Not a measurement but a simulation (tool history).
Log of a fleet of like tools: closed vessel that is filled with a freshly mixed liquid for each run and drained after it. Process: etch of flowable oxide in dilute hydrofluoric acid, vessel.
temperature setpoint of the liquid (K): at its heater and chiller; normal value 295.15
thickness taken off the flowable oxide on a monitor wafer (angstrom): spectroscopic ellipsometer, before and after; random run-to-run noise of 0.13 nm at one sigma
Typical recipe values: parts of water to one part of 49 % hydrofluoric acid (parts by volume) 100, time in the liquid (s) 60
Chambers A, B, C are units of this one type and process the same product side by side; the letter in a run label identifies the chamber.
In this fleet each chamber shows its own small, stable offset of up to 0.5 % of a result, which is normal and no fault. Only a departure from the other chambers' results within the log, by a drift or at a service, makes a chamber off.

run,hour,temperature setpoint of the liquid (K),parts of water to one part of 49 % hydrofluoric acid (parts by volume),time in the liquid (s),"read-back film thickness of the flowable oxide reference wafer, read on the same gauge (nm)",thickness taken off the flowable oxide on a monitor wafer (angstrom)
1B,9.2,295.15,100,60,140.00,165.89
2A,16.7,295.15,100,60,140.02,168.86
3C,23.6,295.15,100,60,140.00,168.85
4A,30.5,295.15,100,60,139.98,170.88
5B,37.5,295.15,100,60,139.97,166.25
6C,48.7,295.15,100,60,139.98,169.15
7B,59.7,295.15,100,60,139.97,165.73
8C,71.0,295.15,100,60,140.03,166.46
9A,76.9,295.15,100,60,140.00,167.96
10A,82.0,295.15,100,60,140.01,168.96
11B,90.2,295.15,100,60,140.02,167.67
12C,97.2,295.15,100,60,140.00,166.28
13B,108.1,295.15,100,60,140.00,166.63
14C,115.6,295.15,100,60,139.98,167.92
15A,120.8,295.15,100,60,140.01,169.54
16A,128.4,295.15,100,60,140.01,167.32
17C,138.6,295.15,100,60,140.04,168.11
18B,148.9,295.15,100,60,140.00,167.78
19C,154.0,295.15,125,75,139.99,161.29
20A,162.2,295.15,125,75,139.99,162.31
21B,167.3,295.15,125,75,140.00,161.57
22B,174.9,295.15,100,60,140.01,166.21
23A,183.4,295.15,100,60,139.98,169.74
24C,194.7,295.15,140,60,140.01,114.15
# hour 196.7: chamber B: hydrofluoric acid flow meter replaced
25B,202.9,295.15,140,60,139.99,114.01
26A,208.5,295.15,140,60,139.99,112.81

All 3 chambers run these settings next. Forecast each chamber's results:
27A,216.9,295.15,100,60,,?
27B,216.9,295.15,100,60,,?
27C,216.9,295.15,100,60,,?

run,thickness taken off the flowable oxide on a monitor wafer (angstrom)
27A,168.57
27B,167.90
27C,164.08

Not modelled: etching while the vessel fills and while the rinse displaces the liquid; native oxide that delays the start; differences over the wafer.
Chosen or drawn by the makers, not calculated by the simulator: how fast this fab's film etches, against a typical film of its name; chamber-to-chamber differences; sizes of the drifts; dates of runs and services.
